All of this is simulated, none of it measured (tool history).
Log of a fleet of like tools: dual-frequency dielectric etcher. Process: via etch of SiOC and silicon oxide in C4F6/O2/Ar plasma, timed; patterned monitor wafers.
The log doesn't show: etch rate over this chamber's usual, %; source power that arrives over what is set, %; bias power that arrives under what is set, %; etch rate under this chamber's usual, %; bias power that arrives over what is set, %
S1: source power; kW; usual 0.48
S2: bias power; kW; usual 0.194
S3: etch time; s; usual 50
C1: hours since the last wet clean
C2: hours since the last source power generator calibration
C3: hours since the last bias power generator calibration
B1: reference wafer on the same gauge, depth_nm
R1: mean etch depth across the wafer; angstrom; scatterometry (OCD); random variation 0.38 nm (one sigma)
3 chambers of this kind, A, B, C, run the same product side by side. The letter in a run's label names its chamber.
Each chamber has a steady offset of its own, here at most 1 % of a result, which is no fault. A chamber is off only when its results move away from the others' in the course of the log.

run,day,S1,S2,S3,C1,C2,C3,B1,R1
1B,0.538,0.48,0.194,50,312.5,3273.8,1405.3,72.384,628.56
2C,1.017,0.48,0.194,50,117.7,1697,1420.7,72.261,621.27
3A,1.525,0.48,0.194,50,492.5,993.2,1891.4,72.259,621.24
4C,2.162,0.48,0.194,50,145.2,1724.5,1448.2,72.318,624.92
5A,2.546,0.48,0.194,50,517,1017.7,1915.9,72.298,617.22
6B,2.983,0.48,0.24,55.5,371.2,3332.5,1464,72.405,742.42
7A,3.512,0.48,0.24,55.5,540.2,1040.9,1939.1,72.303,728.5
# day 3.996: chamber A: wet clean of the chamber
8B,4.171,0.48,0.24,55.5,399.7,3361,1492.5,72.374,739.16
9C,4.775,0.48,0.194,50,207.9,1787.2,1510.9,72.361,626.71
10A,5.367,0.48,0.211,50,33,1085.4,1983.6,72.311,640.27
11B,5.792,0.48,0.211,50,438.6,3399.9,1531.4,72.262,642.46
# day 6.075: chamber B: source power generator calibrated
12C,6.2,0.48,0.211,50,242.1,1821.4,1545.1,72.204,639.71
13C,6.662,0.48,0.194,55,253.2,1832.5,1556.2,72.266,691.48
14A,7.021,0.48,0.194,55,72.7,1125.1,2023.3,72.413,671.34
15B,7.617,0.48,0.194,55,482.4,37.1,1575.2,72.259,692.88
# day 7.804: chamber B: wet clean of the chamber
16A,8.212,0.55,0.194,50,101.3,1153.7,2051.9,72.224,651.04
17C,8.896,0.55,0.194,50,306.8,1886.1,1609.8,72.311,661.89
18B,9.504,0.55,0.194,50,40.8,82.4,1620.5,72.342,622.6
19A,10.05,0.48,0.194,50,145.4,1197.8,2096,72.372,626.25
20B,10.567,0.48,0.194,50,66.3,107.9,1646,72.221,596.37
21C,10.879,0.48,0.22,50,354.4,1933.7,1657.4,72.294,647.24
22B,11.238,0.48,0.22,50,82.4,124,1662.1,72.335,622.17
23A,11.633,0.48,0.22,50,183.4,1235.8,2134,72.326,640.69
24C,12.292,0.48,0.194,59.5,388.3,1967.6,1691.3,72.295,740.06
25C,12.904,0.48,0.194,59.5,403,1982.3,1706,72.223,735.35
26A,13.458,0.48,0.194,59.5,227.2,1279.6,2177.8,72.396,736.01
27B,13.992,0.48,0.194,50,148.5,190.1,1728.2,72.292,589.13
28B,14.5,0.48,0.164,40,160.7,202.3,1740.4,72.283,445.91
29C,14.875,0.48,0.164,40,450.3,2029.6,1753.3,72.21,474.66
30A,15.192,0.48,0.164,40,268.8,1321.2,2219.4,72.294,471.76
31A,15.55,0.48,0.194,50,277.4,1329.8,2228,72.183,616.73
32B,15.958,0.48,0.194,50,195.7,237.3,1775.4,72.254,592.5
33C,16.408,0.48,0.194,61.5,487.1,2066.4,1790.1,72.372,769.08
34A,16.75,0.48,0.194,61.5,306.2,1358.6,2256.8,72.277,758.45
35B,17.433,0.48,0.194,61.5,231.1,272.7,1810.8,72.203,734.14
# day 17.683: chamber C: wet clean of the chamber
36C,17.996,0.48,0.194,50,7.6,2104.5,1828.2,72.298,615.64
37A,18.508,0.48,0.194,50,348.4,1400.8,2299,72.409,618.87
38B,18.825,0.48,0.194,50,264.5,306.1,1844.2,72.153,587.17
39C,19.338,0.48,0.194,50,39.8,2136.7,1860.4,72.309,620
40C,19.671,0.48,0.194,50,47.8,2144.7,1868.4,72.4,618.02

What goes on in this fleet: one chamber off, a drifting gauge, or nothing beyond the chambers' own small offsets? Name the chamber and the cause, if any.

A service left chamber B off against the others.
Cause: etch rate under this chamber's usual, % = 4.84.

Here are 4 candidates for chamber B's next run, each the usual settings with a change, their results left as question marks. Which one brings its results back in line with what the others give on the usual settings?
In line means no further than this from the other chambers' mean on the usual settings: R1 13 angstrom
41B-1,20.167,0.47,0.192,48,,,,,?
41B-2,20.167,0.49,0.197,54,,,,,?
41B-3,20.167,0.47,0.191,46,,,,,?
41B-4,20.167,0.49,0.196,52,,,,,?

The other chambers' mean on the usual settings: R1 620.53 angstrom
run,R1
41B-1,562.01
41B-2,647.88
41B-3,537.69
41B-4,622.86
41B-4 brings the chamber back in line.

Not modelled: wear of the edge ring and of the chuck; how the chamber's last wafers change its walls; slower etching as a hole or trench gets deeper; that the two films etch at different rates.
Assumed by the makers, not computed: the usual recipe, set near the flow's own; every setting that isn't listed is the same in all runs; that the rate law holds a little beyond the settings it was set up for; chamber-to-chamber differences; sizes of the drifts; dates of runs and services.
